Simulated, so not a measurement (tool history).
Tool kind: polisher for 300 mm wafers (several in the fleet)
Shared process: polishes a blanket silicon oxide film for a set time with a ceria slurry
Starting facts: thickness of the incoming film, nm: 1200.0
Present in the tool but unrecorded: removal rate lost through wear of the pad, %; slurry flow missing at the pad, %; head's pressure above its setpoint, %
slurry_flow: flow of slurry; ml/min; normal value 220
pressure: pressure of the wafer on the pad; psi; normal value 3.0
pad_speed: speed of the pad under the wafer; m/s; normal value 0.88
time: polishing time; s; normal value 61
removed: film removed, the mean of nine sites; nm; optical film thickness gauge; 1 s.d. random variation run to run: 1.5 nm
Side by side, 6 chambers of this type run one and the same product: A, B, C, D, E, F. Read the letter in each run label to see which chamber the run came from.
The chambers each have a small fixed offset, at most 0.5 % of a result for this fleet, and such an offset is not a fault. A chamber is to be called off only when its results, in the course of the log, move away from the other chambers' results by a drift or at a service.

run,hour,slurry_flow,pressure,pad_speed,time,wafers polished on this pad,hours since the slurry nozzle was cleaned,hours since the head pressure was calibrated,removed
# hour 1.7: chamber E: slurry nozzle cleaned
1B,9.5,220,3.0,0.88,61,328,30.5,1000.2,211.75
2F,18.2,220,3.0,0.88,61,223,455.2,905.7,212.87
# hour 20.4: chamber D: worn pad replaced by a new one
# hour 25.6: chamber A: worn pad replaced by a new one
3C,28.8,220,3.0,0.88,61,621,84.2,1310.8,209.06
4E,36.6,220,3.0,0.88,61,1417,35.0,1079.1,208.82
5D,45.4,220,3.0,0.88,61,224,358.3,196.1,212.12
# hour 51.4: chamber E: head pressure recalibrated
6A,53.8,220,3.0,0.88,61,253,95.3,589.7,212.19
# hour 58.4: chamber B: worn pad replaced by a new one
# hour 58.8: chamber E: worn pad replaced by a new one
7B,61.3,220,3.0,0.70,61,26,82.3,1052.0,171.09
8F,72.0,220,3.0,0.70,61,706,509.0,959.5,171.10
9E,80.5,220,3.0,0.70,61,195,78.9,29.1,168.02
10D,86.4,220,3.0,0.70,61,592,399.3,237.1,168.36
11C,94.0,220,3.0,0.70,61,1206,149.4,1376.0,169.70
# hour 101.3: chamber C: worn pad replaced by a new one
12A,103.3,220,3.0,0.70,61,697,144.8,639.2,171.65
# hour 109.5: chamber D: worn pad replaced by a new one
13F,113.9,220,3.0,0.88,61,1082,550.9,1001.4,210.66
14D,122.1,220,3.0,0.88,61,113,435.0,272.8,212.49
# hour 128.7: chamber D: slurry nozzle cleaned
15C,129.0,220,3.0,0.88,61,249,184.4,1411.0,210.36
# hour 133.6: chamber C: head pressure recalibrated
16A,136.8,220,3.0,0.88,61,998,178.3,672.7,215.80
17E,146.3,220,3.0,0.88,61,785,144.7,94.9,210.08
# hour 151.9: chamber B: worn pad replaced by a new one
18B,153.3,220,3.0,0.88,61,12,174.3,1144.0,211.19
# hour 157.8: chamber F: worn pad replaced by a new one
19A,161.8,220,3.0,0.88,61,1222,203.3,697.7,211.61
20D,167.4,220,3.0,0.88,61,520,38.7,318.1,210.76
21C,178.0,220,3.0,0.88,61,688,233.4,44.5,212.32
# hour 181.5: chamber A: worn pad replaced by a new one
22B,186.8,220,3.0,0.88,61,313,207.8,1177.5,213.48
23F,195.8,220,3.0,0.88,61,340,632.8,1083.3,212.64
24E,206.3,220,3.0,0.88,61,1323,204.7,154.9,211.52
25C,213.2,220,3.0,0.88,61,1004,268.6,79.7,211.53
# hour 213.4: chamber E: worn pad replaced by a new one
# hour 214.9: chamber D: worn pad replaced by a new one
26F,221.5,220,3.0,0.88,61,571,658.5,1109.0,212.15
27D,226.8,190,3.7,0.88,61,107,98.1,377.5,257.58
28E,238.4,190,3.7,0.88,61,224,236.8,187.0,257.91
29A,248.5,190,3.7,0.88,61,601,290.0,784.4,271.47
30B,256.8,190,3.7,0.88,61,941,277.8,1247.5,258.95
# hour 259.3: chamber B: worn pad replaced by a new one
31D,263.8,190,3.7,0.88,61,439,135.1,414.5,257.68
32B,273.3,190,3.7,0.88,61,125,294.3,1264.0,260.73
# hour 281.4: chamber C: worn pad replaced by a new one
33F,282.5,220,3.0,0.88,61,1118,719.5,1170.0,214.24
34C,291.1,220,3.0,0.88,61,87,346.5,157.6,212.95
# hour 301.4: chamber D: worn pad replaced by a new one
35A,302.4,185,3.0,0.88,61,1085,343.9,838.3,220.66
36E,311.3,185,3.0,0.88,61,878,309.7,259.9,209.31
37D,322.8,185,3.0,0.88,61,192,194.1,473.5,207.64
38E,334.0,185,3.0,0.88,61,1082,332.4,282.6,206.11

Is one chamber out of step, is the gauge drifting, or do the chambers differ by no more than their own small offsets? For an off chamber, give its letter and the likeliest cause.

One chamber, A, drifts off from the rest bit by bit.
Most likely cause: head's pressure above its setpoint, % = 9.09.

Here are 4 candidates for chamber A's next run, each the usual settings with a change, their results left as question marks. Which one brings its results back in line with what the others give on the usual settings?
In line means no further than this from the other chambers' mean on the usual settings: removed 5.30 nm
39A-1,342.4,220,3.0,0.86,60,,,,?
39A-2,342.4,220,3.1,0.90,63,,,,?
39A-3,342.4,220,2.9,0.86,59,,,,?
39A-4,342.4,220,3.0,0.88,64,,,,?

Usual-settings mean across the other chambers: removed 211.86 nm
run,removed
39A-1,224.52
39A-2,254.89
39A-3,213.31
39A-4,244.97
The answer is 39A-3, which returns the chamber to within the allowed miss of the others.
